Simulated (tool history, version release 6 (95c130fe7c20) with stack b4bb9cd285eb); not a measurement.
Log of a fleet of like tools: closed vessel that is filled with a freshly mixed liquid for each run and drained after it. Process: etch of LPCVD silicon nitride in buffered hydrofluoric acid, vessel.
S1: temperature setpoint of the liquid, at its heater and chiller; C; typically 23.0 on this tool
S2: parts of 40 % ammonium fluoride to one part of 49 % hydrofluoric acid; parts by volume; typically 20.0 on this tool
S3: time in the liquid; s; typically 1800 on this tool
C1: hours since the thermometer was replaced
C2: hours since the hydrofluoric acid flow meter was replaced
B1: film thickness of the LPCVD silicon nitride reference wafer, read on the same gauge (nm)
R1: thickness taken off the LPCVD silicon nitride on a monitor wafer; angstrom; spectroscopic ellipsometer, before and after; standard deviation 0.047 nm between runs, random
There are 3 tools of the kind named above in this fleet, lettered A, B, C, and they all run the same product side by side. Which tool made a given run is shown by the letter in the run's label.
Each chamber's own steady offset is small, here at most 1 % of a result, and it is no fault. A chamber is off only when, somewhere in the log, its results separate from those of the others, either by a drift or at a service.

run,day,S1,S2,S3,C1,C2,B1,R1
1C,0.417,23.0,20.0,1800,844.0,99.7,29.987,131.270
2B,0.896,23.0,20.0,1800,431.2,413.6,30.010,131.640
3A,1.392,23.0,20.0,1800,72.3,823.3,29.995,128.980
# day 1.696: chamber B: hydrofluoric acid flow meter replaced
4A,1.921,23.0,20.0,1800,85.0,836.0,30.011,130.780
5B,2.342,23.0,20.0,1800,465.9,15.6,30.037,131.330
6C,2.804,23.0,20.0,1800,901.3,157.0,29.987,132.540
7C,3.217,23.0,14.0,1800,911.2,166.9,29.981,186.310
8A,3.600,23.0,14.0,1800,125.3,876.3,30.003,185.180
9B,4.008,23.0,14.0,1800,505.9,55.6,29.999,188.340
10B,4.421,23.0,20.0,1800,515.8,65.5,30.002,132.030
11A,4.858,23.0,20.0,1800,155.5,906.5,30.011,131.030
12C,5.333,25.0,20.0,2815,962.0,217.7,29.984,230.550
13B,5.896,25.0,20.0,2815,551.2,100.9,30.007,229.650
14A,6.192,25.0,20.0,2815,187.5,938.5,29.982,225.590
15C,6.729,23.0,20.0,1800,995.5,251.2,29.983,132.590
16B,7.158,23.0,20.0,1800,581.5,131.2,29.988,132.080
17C,7.550,23.0,20.0,1800,1015.2,270.9,29.984,132.100
18A,8.171,23.0,20.0,1800,235.0,986.0,29.977,130.170
19B,8.658,23.0,20.0,1800,617.5,167.2,29.987,131.520
20A,9.121,23.0,20.0,1800,257.8,1008.8,29.989,130.130
21C,9.396,23.0,24.5,1405,1059.5,315.2,29.994,89.725
22A,9.796,23.0,24.5,1405,274.0,1025.0,30.034,88.172
# day 9.958: chamber B: thermometer replaced
23B,10.175,23.0,24.5,1405,5.2,203.6,30.012,90.164
24C,10.638,23.0,20.0,1800,1089.3,345.0,30.010,133.440
25C,10.938,23.0,20.0,1800,1096.5,352.2,30.002,133.550
26B,11.500,23.0,20.0,1800,37.0,235.4,29.977,131.930
27A,12.112,25.5,20.0,1800,329.6,1080.6,30.000,149.450
28C,12.475,25.5,20.0,1800,1133.4,389.1,29.979,152.970
29B,13.083,25.5,20.0,1800,75.0,273.4,30.000,151.390
30A,13.433,23.0,20.0,1800,361.3,1112.3,30.016,130.320
31B,13.862,23.0,20.0,1800,93.7,292.1,30.032,131.950
32A,14.471,23.0,20.0,1800,386.2,1137.2,29.986,129.840
33C,14.942,20.5,22.5,1800,1192.6,448.3,29.998,107.280
34A,15.288,20.5,22.5,1800,405.8,1156.8,29.987,103.800
35B,15.575,20.5,22.5,1800,134.8,333.2,30.007,105.940
36C,15.971,23.0,20.0,1800,1217.3,473.0,30.026,132.950
37A,16.475,19.0,20.0,1800,434.3,1185.3,29.991,104.460
38B,16.892,19.0,20.0,1800,166.4,364.8,30.014,105.350
39C,17.379,19.0,20.0,1800,1251.1,506.8,29.988,107.240
40C,17.942,23.0,20.0,1800,1264.6,520.3,30.010,134.510
41B,18.392,18.5,20.0,2500,202.4,400.8,30.005,142.120
42A,18.767,18.5,20.0,2500,489.3,1240.3,29.998,140.640

All chambers now run identical settings, listed one chamber a line with results as question marks. What results will each chamber show?
43A,19.212,23.0,13.0,1800,,,,?
43B,19.212,23.0,13.0,1800,,,,?
43C,19.212,23.0,13.0,1800,,,,?

run,R1
43A,198.740
43B,200.450
43C,203.570
